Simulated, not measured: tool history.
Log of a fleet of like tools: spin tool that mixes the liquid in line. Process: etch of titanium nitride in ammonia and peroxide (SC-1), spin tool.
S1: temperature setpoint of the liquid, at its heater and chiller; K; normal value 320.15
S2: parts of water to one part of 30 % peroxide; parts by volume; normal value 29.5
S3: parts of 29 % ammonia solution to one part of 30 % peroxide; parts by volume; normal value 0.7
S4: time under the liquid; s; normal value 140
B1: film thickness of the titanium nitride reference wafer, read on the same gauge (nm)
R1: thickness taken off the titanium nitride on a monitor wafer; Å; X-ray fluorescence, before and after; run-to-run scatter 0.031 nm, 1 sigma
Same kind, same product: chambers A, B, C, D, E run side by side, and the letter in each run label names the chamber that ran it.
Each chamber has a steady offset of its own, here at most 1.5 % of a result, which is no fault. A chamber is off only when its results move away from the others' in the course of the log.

| run | hour | S1 | S2 | S3 | S4 | B1 | R1 |
|---|---|---|---|---|---|---|---|
| 1C | 8.5 | 320.15 | 29.5 | 0.7 | 140 | 70.034 | 47.489 |
| 2B | 16.5 | 320.15 | 29.5 | 0.7 | 140 | 69.995 | 46.195 |
|  | 21.2 | chamber A: ammonia flow meter replaced |
| 3D | 22.6 | 320.15 | 29.5 | 0.7 | 140 | 69.998 | 46.049 |
| 4A | 31.5 | 320.15 | 29.5 | 0.7 | 140 | 70.042 | 47.731 |
| 5E | 40.8 | 320.15 | 29.5 | 0.7 | 140 | 70.031 | 46.069 |
| 6A | 45.6 | 320.15 | 29.5 | 0.7 | 140 | 70.030 | 47.992 |
| 7D | 53.7 | 320.15 | 29.5 | 0.7 | 140 | 69.974 | 46.290 |
| 8E | 60.0 | 320.15 | 29.5 | 0.7 | 140 | 69.991 | 46.422 |
| 9C | 64.7 | 320.15 | 29.5 | 0.7 | 140 | 69.995 | 47.168 |
| 10B | 69.6 | 320.15 | 29.5 | 0.7 | 140 | 70.022 | 46.962 |
| 11D | 75.0 | 320.15 | 29.5 | 0.7 | 140 | 69.996 | 46.025 |
| 12A | 83.9 | 320.15 | 29.5 | 0.7 | 140 | 70.006 | 47.607 |
| 13E | 93.4 | 320.15 | 37.5 | 0.5 | 140 | 70.001 | 37.680 |
| 14B | 99.4 | 320.15 | 37.5 | 0.5 | 140 | 70.035 | 38.403 |
| 15C | 104.5 | 320.15 | 37.5 | 0.5 | 140 | 70.022 | 38.336 |
| 16A | 110.1 | 320.15 | 37.5 | 0.5 | 140 | 69.979 | 38.712 |
|  | 111.8 | chamber A: new drum of ammonia solution connected |
|  | 114.1 | chamber E: heated supply line repaired |
| 17E | 114.5 | 320.15 | 37.5 | 0.5 | 140 | 70.019 | 38.213 |
| 18C | 122.0 | 320.15 | 29.5 | 0.7 | 140 | 70.036 | 46.127 |
| 19B | 127.6 | 320.15 | 29.5 | 0.7 | 140 | 70.013 | 46.728 |
| 20D | 133.2 | 320.15 | 29.5 | 0.7 | 140 | 69.986 | 46.417 |
| 21E | 142.2 | 320.15 | 29.5 | 0.7 | 140 | 69.972 | 46.770 |
|  | 144.3 | chamber D: new drum of ammonia solution connected |
| 22B | 151.6 | 320.15 | 29.5 | 0.7 | 140 | 70.033 | 46.125 |
|  | 154.1 | chamber D: heated supply line repaired |
| 23C | 161.3 | 320.15 | 29.5 | 0.7 | 140 | 70.022 | 45.892 |
|  | 165.1 | chamber B: new drum of ammonia solution connected |
| 24A | 171.1 | 320.15 | 29.5 | 0.7 | 140 | 69.991 | 47.226 |
| 25D | 175.6 | 320.15 | 29.5 | 0.7 | 140 | 70.009 | 46.546 |
| 26B | 181.5 | 320.15 | 29.5 | 0.7 | 140 | 70.041 | 46.810 |
| 27D | 190.1 | 326.65 | 29.5 | 0.7 | 140 | 70.021 | 72.984 |
| 28E | 195.8 | 326.65 | 29.5 | 0.7 | 140 | 69.991 | 72.635 |
| 29C | 205.1 | 326.65 | 29.5 | 0.7 | 140 | 70.022 | 71.063 |
| 30A | 212.8 | 326.65 | 29.5 | 0.7 | 140 | 70.002 | 74.129 |
| 31D | 222.0 | 326.65 | 29.5 | 0.7 | 140 | 69.995 | 73.091 |
| 32C | 227.5 | 320.15 | 29.5 | 0.7 | 140 | 69.970 | 44.018 |
| 33E | 233.0 | 320.15 | 29.5 | 0.7 | 140 | 70.007 | 46.566 |
| 34B | 237.5 | 320.15 | 29.5 | 0.7 | 140 | 70.028 | 46.620 |

Next, all 5 chambers run the settings below, one line each with question marks for the results. What does each chamber give?
| 35A | 244.6 | 320.15 | 29.5 | 0.7 | 140 |  | ? |
| 35B | 244.6 | 320.15 | 29.5 | 0.7 | 140 |  | ? |
| 35C | 244.6 | 320.15 | 29.5 | 0.7 | 140 |  | ? |
| 35D | 244.6 | 320.15 | 29.5 | 0.7 | 140 |  | ? |
| 35E | 244.6 | 320.15 | 29.5 | 0.7 | 140 |  | ? |

| run | R1 |
|---|---|
| 35A | 47.298 |
| 35B | 46.592 |
| 35C | 43.935 |
| 35D | 46.096 |
| 35E | 46.318 |
